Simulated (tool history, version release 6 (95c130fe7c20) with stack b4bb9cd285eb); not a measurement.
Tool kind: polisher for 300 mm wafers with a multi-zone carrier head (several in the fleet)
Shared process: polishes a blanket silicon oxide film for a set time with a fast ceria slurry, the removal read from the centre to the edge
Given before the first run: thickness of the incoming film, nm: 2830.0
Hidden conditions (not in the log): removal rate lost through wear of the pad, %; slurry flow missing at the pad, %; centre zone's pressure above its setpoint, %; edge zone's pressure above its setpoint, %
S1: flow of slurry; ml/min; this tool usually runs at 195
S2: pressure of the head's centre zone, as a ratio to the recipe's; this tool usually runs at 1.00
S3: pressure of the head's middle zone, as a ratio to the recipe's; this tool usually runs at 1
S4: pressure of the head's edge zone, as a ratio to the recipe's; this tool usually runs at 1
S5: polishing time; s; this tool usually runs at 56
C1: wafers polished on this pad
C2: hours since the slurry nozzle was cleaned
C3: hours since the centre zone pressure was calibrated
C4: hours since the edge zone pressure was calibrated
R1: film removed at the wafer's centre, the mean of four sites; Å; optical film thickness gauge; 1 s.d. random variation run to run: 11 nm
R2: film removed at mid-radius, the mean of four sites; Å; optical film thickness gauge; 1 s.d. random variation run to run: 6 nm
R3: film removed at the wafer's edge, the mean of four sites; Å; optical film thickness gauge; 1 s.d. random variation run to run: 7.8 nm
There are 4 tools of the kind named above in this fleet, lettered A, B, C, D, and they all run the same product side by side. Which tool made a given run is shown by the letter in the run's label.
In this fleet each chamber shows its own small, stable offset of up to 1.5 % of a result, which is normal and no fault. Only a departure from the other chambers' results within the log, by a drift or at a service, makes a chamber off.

| run | hour | S1 | S2 | S3 | S4 | S5 | C1 | C2 | C3 | C4 | R1 | R2 | R3 |
|---|---|---|---|---|---|---|---|---|---|---|---|---|---|
| 1C | 7.3 | 195 | 1.00 | 1 | 1 | 56 | 345 | 19.1 | 1408.6 | 347.0 | 6986.2 | 6972.6 | 7020.3 |
| 2A | 12.9 | 195 | 1.00 | 1 | 1 | 56 | 173 | 47.8 | 954.4 | 1096.2 | 7106.9 | 7126.7 | 7242.8 |
| 3B | 18.2 | 195 | 1.00 | 1 | 1 | 56 | 273 | 348.1 | 638.7 | 840.6 | 7066.7 | 7101.7 | 7057.3 |
| 4D | 27.0 | 195 | 1.00 | 1 | 1 | 56 | 408 | 106.6 | 132.3 | 210.9 | 7075.7 | 7046.7 | 7040.0 |
| 5A | 33.8 | 195 | 1.00 | 1 | 1 | 56 | 387 | 68.7 | 975.3 | 1117.1 | 6984.9 | 6960.0 | 7229.6 |
| 6B | 39.7 | 195 | 1.00 | 1 | 1 | 56 | 492 | 369.6 | 660.2 | 862.1 | 7120.9 | 7042.7 | 7027.6 |
| 7D | 44.3 | 195 | 1.00 | 1 | 1 | 56 | 584 | 123.9 | 149.6 | 228.2 | 6896.0 | 7163.1 | 7148.6 |
|  | 48.9 | chamber C: worn pad replaced by a new one |
| 8C | 49.3 | 195 | 1.00 | 1 | 1 | 56 | 4 | 61.1 | 1450.6 | 389.0 | 7056.2 | 6989.5 | 7100.7 |
| 9B | 57.2 | 195 | 1.00 | 1 | 1 | 56 | 671 | 387.1 | 677.7 | 879.6 | 7216.8 | 7132.9 | 7188.7 |
| 10C | 61.1 | 195 | 1.00 | 1 | 1 | 56 | 124 | 72.9 | 1462.4 | 400.8 | 7185.3 | 6987.7 | 7049.9 |
|  | 67.3 | chamber D: worn pad replaced by a new one |
| 11D | 69.3 | 195 | 1.00 | 1 | 1 | 56 | 20 | 148.9 | 174.6 | 253.2 | 6949.0 | 7004.3 | 7302.4 |
| 12A | 73.9 | 195 | 1.00 | 1 | 1 | 56 | 796 | 108.8 | 1015.4 | 1157.2 | 7144.8 | 7043.7 | 7105.4 |
|  | 76.3 | chamber B: worn pad replaced by a new one |
| 13A | 82.8 | 195 | 1.00 | 1 | 1 | 56 | 887 | 117.7 | 1024.3 | 1166.1 | 7053.8 | 6928.0 | 7055.3 |
| 14C | 89.6 | 195 | 1.00 | 1 | 1 | 56 | 415 | 101.4 | 1490.9 | 429.3 | 7120.3 | 7160.5 | 6966.3 |
|  | 91.9 | chamber C: centre zone pressure recalibrated |
|  | 92.1 | chamber A: worn pad replaced by a new one |
| 15B | 97.3 | 195 | 0.94 | 1 | 1 | 56 | 215 | 427.2 | 717.8 | 919.7 | 6629.4 | 7117.2 | 7034.3 |
| 16D | 103.2 | 195 | 0.94 | 1 | 1 | 56 | 367 | 182.8 | 208.5 | 287.1 | 6630.2 | 7043.7 | 7025.6 |
|  | 111.7 | chamber D: edge zone pressure recalibrated |
| 17B | 111.7 | 195 | 0.94 | 1 | 1 | 56 | 362 | 441.6 | 732.2 | 934.1 | 6510.3 | 7198.2 | 7104.5 |
| 18D | 118.2 | 195 | 0.94 | 1 | 1 | 56 | 520 | 197.8 | 223.5 | 6.5 | 6598.8 | 7108.0 | 7107.1 |
| 19A | 123.9 | 195 | 1.00 | 1 | 1 | 56 | 325 | 158.8 | 1065.4 | 1207.2 | 6942.2 | 7135.4 | 7298.6 |
|  | 124.9 | chamber C: worn pad replaced by a new one |
| 20C | 131.8 | 195 | 1.00 | 1 | 1 | 56 | 71 | 143.6 | 39.9 | 471.5 | 7054.2 | 7044.6 | 7031.3 |
| 21D | 137.1 | 195 | 1.11 | 1 | 1 | 56 | 713 | 216.7 | 242.4 | 25.4 | 7859.2 | 6995.9 | 7167.6 |
| 22A | 141.2 | 195 | 1.11 | 1 | 1 | 56 | 501 | 176.1 | 1082.7 | 1224.5 | 7663.4 | 7114.5 | 7211.7 |
|  | 141.3 | chamber D: worn pad replaced by a new one |
| 23C | 146.5 | 195 | 1.11 | 1 | 1 | 56 | 221 | 158.3 | 54.6 | 486.2 | 7885.4 | 6993.3 | 7152.8 |
|  | 150.5 | chamber B: slurry nozzle cleaned |
| 24B | 155.1 | 195 | 1.11 | 1 | 1 | 56 | 805 | 4.6 | 775.6 | 977.5 | 7911.7 | 6954.1 | 7082.4 |
| 25A | 161.5 | 195 | 1.08 | 1 | 1 | 66 | 709 | 196.4 | 1103.0 | 1244.8 | 8993.2 | 8375.1 | 8264.0 |
| 26D | 166.5 | 195 | 1.08 | 1 | 1 | 66 | 258 | 246.1 | 271.8 | 54.8 | 9189.1 | 8375.9 | 8373.4 |

All 4 chambers run these settings next. Forecast each chamber's results:
| 27A | 173.1 | 195 | 1.00 | 1 | 1 | 56 |  |  |  |  | ? | ? | ? |
| 27B | 173.1 | 195 | 1.00 | 1 | 1 | 56 |  |  |  |  | ? | ? | ? |
| 27C | 173.1 | 195 | 1.00 | 1 | 1 | 56 |  |  |  |  | ? | ? | ? |
| 27D | 173.1 | 195 | 1.00 | 1 | 1 | 56 |  |  |  |  | ? | ? | ? |

| run | R1 | R2 | R3 |
|---|---|---|---|
| 27A | 7160.1 | 7121.6 | 7319.0 |
| 27B | 7144.5 | 7164.4 | 7044.5 |
| 27C | 7094.7 | 7052.2 | 6998.8 |
| 27D | 7109.7 | 7132.3 | 7134.8 |
